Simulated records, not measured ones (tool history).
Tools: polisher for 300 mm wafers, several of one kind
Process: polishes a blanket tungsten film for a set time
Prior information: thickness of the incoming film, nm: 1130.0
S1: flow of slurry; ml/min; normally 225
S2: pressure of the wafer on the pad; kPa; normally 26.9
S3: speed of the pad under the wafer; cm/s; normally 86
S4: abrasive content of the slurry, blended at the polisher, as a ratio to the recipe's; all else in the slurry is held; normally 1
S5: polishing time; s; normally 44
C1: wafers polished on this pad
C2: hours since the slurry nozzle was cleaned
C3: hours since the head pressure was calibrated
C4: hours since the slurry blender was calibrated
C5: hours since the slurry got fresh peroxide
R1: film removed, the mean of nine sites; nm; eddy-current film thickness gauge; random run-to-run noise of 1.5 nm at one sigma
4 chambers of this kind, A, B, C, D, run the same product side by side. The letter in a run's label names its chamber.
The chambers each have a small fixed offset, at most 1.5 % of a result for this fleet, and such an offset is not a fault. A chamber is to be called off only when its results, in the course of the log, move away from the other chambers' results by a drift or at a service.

run     day   S1    S2   S3   S4  S5   C1     C2      C3     C4     C5      R1
      0.204  -- chamber B: worn pad replaced by a new one
        0.3  -- chamber C: slurry tank refilled with fresh slurry and peroxide
 1A   0.475  225  26.9   86    1  44  552   43.8   813.4  167.2   42.6  224.13
        0.8  -- chamber A: worn pad replaced by a new one
 2B   0.871  225  26.9   86    1  44  111  578.9   843.2  132.5   55.4  223.05
 3C   1.258  225  26.9   86    1  44  623    351   116.2  102.9   23.1  222.28
 4D   1.646  225  26.9   86    1  44  377   63.5   331.9  157.5   50.9   218.5
 5A   2.079  225  26.9   86    1  44  213   82.3   851.9  205.7   81.1  222.01
      2.546  -- chamber C: worn pad replaced by a new one
 6B   2.688  225  26.9   86    1  44  413  622.5   886.8  176.1     99  222.93
      2.875  -- chamber C: slurry blender recalibrated
 7C    3.05  225  26.9   86    1  44   84    394   159.2    4.3   66.1  224.34
      3.575  -- chamber D: worn pad replaced by a new one
 8D   3.604  225  26.9   86    1  44    5  110.5   378.9  204.5   97.9  218.56
 9C   3.962  225  26.9   86    1  44  236  415.9   181.1   26.2     88  222.62
10D   4.429  225  26.9   86  0.9  44  142  130.3   398.7  224.3  117.7  213.91
      4.479  -- chamber D: slurry tank refilled with fresh slurry and peroxide
      4.529  -- chamber A: slurry tank refilled with fresh slurry and peroxide
      4.588  -- chamber B: worn pad replaced by a new one
      4.954  -- chamber D: head pressure recalibrated
11B   4.962  225  26.9   86  0.9  44   62  677.1   941.4  230.7  153.6  216.24
      5.092  -- chamber A: worn pad replaced by a new one
       5.35  -- chamber B: slurry tank refilled with fresh slurry and peroxide
      5.421  -- chamber B: head pressure recalibrated
12A   5.429  225  26.9   86  0.9  44   56  162.7   932.3  286.1   21.7  219.17
      5.658  -- chamber B: slurry blender recalibrated
       5.85  -- chamber C: slurry tank refilled with fresh slurry and peroxide
13C   5.962  225  26.9   86  0.9  44  568  463.9   229.1   74.2    2.8  217.92
14D   6.425  225  26.9   86    1  44  474  178.2    35.3  272.2   46.7  219.18
      6.483  -- chamber D: slurry blender recalibrated
15A   6.729  225  26.9   86    1  44  272  193.9   963.5  317.3   52.9     224
16B   7.017  270  26.9   86  0.8  44  404  726.4    38.3   32.7     40  228.28
      7.025  -- chamber D: worn pad replaced by a new one
      7.308  -- chamber C: slurry nozzle cleaned
17A   7.317  270  26.9   86  0.8  44  370    208   977.6  331.4     67  218.96
      7.492  -- chamber C: worn pad replaced by a new one
18D   7.621  270  26.9   86  0.8  44   99  206.9      64   27.4   75.4  213.74
19B   8.004  270  26.9   86  0.8  44  568  750.1      62   56.4   63.7  231.16
      8.221  -- chamber C: slurry blender recalibrated
      8.279  -- chamber A: slurry blender recalibrated
20C   8.562  225  26.9   86    1  44  178   30.2   291.5    8.2   65.2  222.83
21C   8.975  225  26.9  102    1  44  247   40.1   301.4   18.1   75.1  266.31
      9.275  -- chamber D: slurry tank refilled with fresh slurry and peroxide
      9.312  -- chamber A: worn pad replaced by a new one
      9.442  -- chamber B: worn pad replaced by a new one
22B   9.604  225  26.9  102    1  44   27  788.5   100.4   94.8  102.1  286.36
23D   9.983  225  26.9  102    1  44  492  263.6   120.7   84.1     17  262.32
24A  10.542  225  26.9  102    1  44  204  285.4    1055   54.3  144.4  265.37
25A  10.867  225  26.9   64    1  35  258  293.2  1062.8   62.1  152.2  132.73
     10.875  -- chamber C: slurry tank refilled with fresh slurry and peroxide
     10.904  -- chamber A: slurry tank refilled with fresh slurry and peroxide
     10.917  -- chamber C: head pressure recalibrated
     10.992  -- chamber D: worn pad replaced by a new one
26B  11.171  225  26.9   64    1  35  288  826.1     138  132.4  139.7   143.2
     11.271  -- chamber B: slurry tank refilled with fresh slurry and peroxide
27C   11.55  225  26.9   64    1  35  675  101.9    15.3   79.9   16.2  129.71
28D  12.004  225  26.9   64    1  35  168  312.1   169.2  132.6   65.5  128.31
29D  12.392  225  26.9   86    1  44  233  321.4   178.5  141.9   74.8  218.83
     12.562  -- chamber B: slurry nozzle cleaned
     12.633  -- chamber A: worn pad replaced by a new one
30B  12.892  225  26.9   86    1  44  574      8   179.3  173.7     39  239.35
     13.162  -- chamber C: worn pad replaced by a new one
31A  13.212  225  26.9   86    1  44   96  349.5  1119.1  118.4   55.5  226.17
32C  13.758  255  26.9   86    1  44   99  154.9    68.3  132.9   69.2  223.49

Which is it: a chamber that has drifted or been left off by a service, a gauge drift common to all chambers, or only each chamber's usual small offset? If a chamber is off, name it and its likeliest cause.

After it was serviced, chamber B no longer matches the other chambers.
What lies behind it: head's pressure above its setpoint, % = 7.12.

Below are 4 candidate recipes for chamber B's next run, each the usual settings with a change, their results shown as question marks. Which of them brings B's results back in line with what the other chambers give on the usual settings?
Allowed miss from the other chambers' usual-settings mean, per result, to count as in line: R1 5.4 nm
33B-1  14.212  225  26.9  86  0.95  38                       ?
33B-2  14.212  225  27.6  88     1  45                       ?
33B-3  14.212  225  26.9  86     1  41                       ?
33B-4  14.212  225    31  86  1.05  44                       ?

Usual-settings mean across the other chambers: R1 221.94 nm
  run      R1
33B-1  204.73
33B-2  257.64
33B-3  223.62
33B-4  280.64
33B-3 is the one that brings the chamber's results back in line with the other chambers.
